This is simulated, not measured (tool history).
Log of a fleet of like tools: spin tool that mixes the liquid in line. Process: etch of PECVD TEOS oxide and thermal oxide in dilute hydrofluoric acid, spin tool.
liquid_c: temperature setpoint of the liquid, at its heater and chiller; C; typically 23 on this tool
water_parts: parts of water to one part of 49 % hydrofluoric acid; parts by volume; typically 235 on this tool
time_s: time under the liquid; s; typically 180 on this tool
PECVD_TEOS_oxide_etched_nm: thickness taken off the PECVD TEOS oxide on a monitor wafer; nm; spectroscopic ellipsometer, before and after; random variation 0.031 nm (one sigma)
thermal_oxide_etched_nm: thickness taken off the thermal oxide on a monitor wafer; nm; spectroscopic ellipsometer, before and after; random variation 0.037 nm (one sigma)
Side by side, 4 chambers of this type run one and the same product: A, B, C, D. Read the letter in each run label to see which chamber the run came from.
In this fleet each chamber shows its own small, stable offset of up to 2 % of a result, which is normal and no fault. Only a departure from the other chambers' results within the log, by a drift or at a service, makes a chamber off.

run     day  liquid_c  water_parts  time_s  hours since the thermometer was replaced  hours since the hydrofluoric acid flow meter was replaced  read-back film thickness of the PECVD TEOS oxide reference wafer, read on the same gauge (nm)  read-back film thickness of the thermal oxide reference wafer, read on the same gauge (nm)  PECVD_TEOS_oxide_etched_nm  thermal_oxide_etched_nm
 1C   0.529        23          235     180                                    1006.4                                                     1057.1                                                                                         49.976                                                                                      110.03                      5.4766                   2.8929
 2A   0.825        23          235     180                                    2009.3                                                      590.9                                                                                         50.018                                                                                      110.00                      5.4621                   2.9031
 3D   1.254        23          235     180                                     954.4                                                      332.9                                                                                         50.060                                                                                      110.01                      5.4251                   2.9394
 4B   1.692        23          235     180                                     398.9                                                      775.1                                                                                         50.025                                                                                      109.99                      5.3660                   2.8641
 5A   2.212        23          235     180                                    2042.6                                                      624.2                                                                                         50.000                                                                                      109.98                      5.4242                   2.8786
 6D   2.754        23          235     180                                     990.4                                                      368.9                                                                                         50.000                                                                                      109.97                      5.4240                   2.8562
 7C   3.062        23          235     180                                    1067.2                                                     1117.9                                                                                         49.980                                                                                      110.02                      5.4677                   2.9404
      3.171  -- chamber D: thermometer replaced
 8B   3.354        23          235     180                                     438.8                                                      815.0                                                                                         49.972                                                                                      109.99                      5.4129                   3.0084
 9C   3.888        23          235     180                                    1087.0                                                     1137.7                                                                                         49.990                                                                                      109.98                      5.4387                   2.8650
10A   4.442        23          235     180                                    2096.1                                                      677.7                                                                                         50.048                                                                                      110.00                      5.3677                   2.8770
11B   4.854        23          235     180                                     474.8                                                      851.0                                                                                         49.995                                                                                      109.98                      5.4700                   2.9455
12D   5.325        23          140     250                                      51.8                                                      430.6                                                                                         50.020                                                                                      110.04                     14.2200                   7.7220
13C   5.712        23          140     250                                    1130.8                                                     1181.5                                                                                         49.968                                                                                      110.00                     13.8040                   7.4156
14A   6.025        23          140     250                                    2134.1                                                      715.7                                                                                         50.041                                                                                      110.00                     13.8930                   7.4324
15B   6.388        23          140     250                                     511.6                                                      887.8                                                                                         49.980                                                                                      109.99                     13.7920                   7.5086
16D   6.746        23          235     180                                      85.9                                                      464.7                                                                                         50.014                                                                                      109.98                      5.4783                   2.8968
17D   7.267        23          235     180                                      98.4                                                      477.2                                                                                         49.984                                                                                      110.01                      5.4509                   2.8476
18A   7.658        23          340     180                                    2173.3                                                      754.9                                                                                         50.014                                                                                      110.00                      3.4241                   1.8113
      7.821  -- chamber C: thermometer replaced
19B   8.017        23          340     180                                     550.7                                                      926.9                                                                                         50.020                                                                                      110.04                      3.4124                   1.8504
20C   8.333        23          340     180                                      12.3                                                     1244.4                                                                                         49.978                                                                                      110.00                      3.4433                   1.7871
21C   8.796        23          340     180                                      23.4                                                     1255.5                                                                                         49.970                                                                                      109.98                      3.4048                   1.7889
22D   9.100        23          235     180                                     142.4                                                      521.2                                                                                         49.995                                                                                      110.02                      5.4480                   2.8999
23B   9.579        23          235     180                                     588.2                                                      964.4                                                                                         49.992                                                                                      110.01                      5.4271                   2.9690
24A  10.067        23          235     180                                    2231.1                                                      812.7                                                                                         49.976                                                                                      110.04                      5.4138                   2.8902
25B  10.358        23          235     180                                     606.9                                                      983.1                                                                                         49.975                                                                                      110.01                      5.3830                   2.9776

All 4 chambers run these settings next. Forecast each chamber's results:
26A  10.792        23          235     180                                                                                                                                                                                                                                                                                                                           ?                        ?
26B  10.792        23          235     180                                                                                                                                                                                                                                                                                                                           ?                        ?
26C  10.792        23          235     180                                                                                                                                                                                                                                                                                                                           ?                        ?
26D  10.792        23          235     180                                                                                                                                                                                                                                                                                                                           ?                        ?

run  PECVD_TEOS_oxide_etched_nm  thermal_oxide_etched_nm
26A                      5.4651                   2.8678
26B                      5.4264                   2.9450
26C                      5.4665                   2.9272
26D                      5.4075                   2.9568

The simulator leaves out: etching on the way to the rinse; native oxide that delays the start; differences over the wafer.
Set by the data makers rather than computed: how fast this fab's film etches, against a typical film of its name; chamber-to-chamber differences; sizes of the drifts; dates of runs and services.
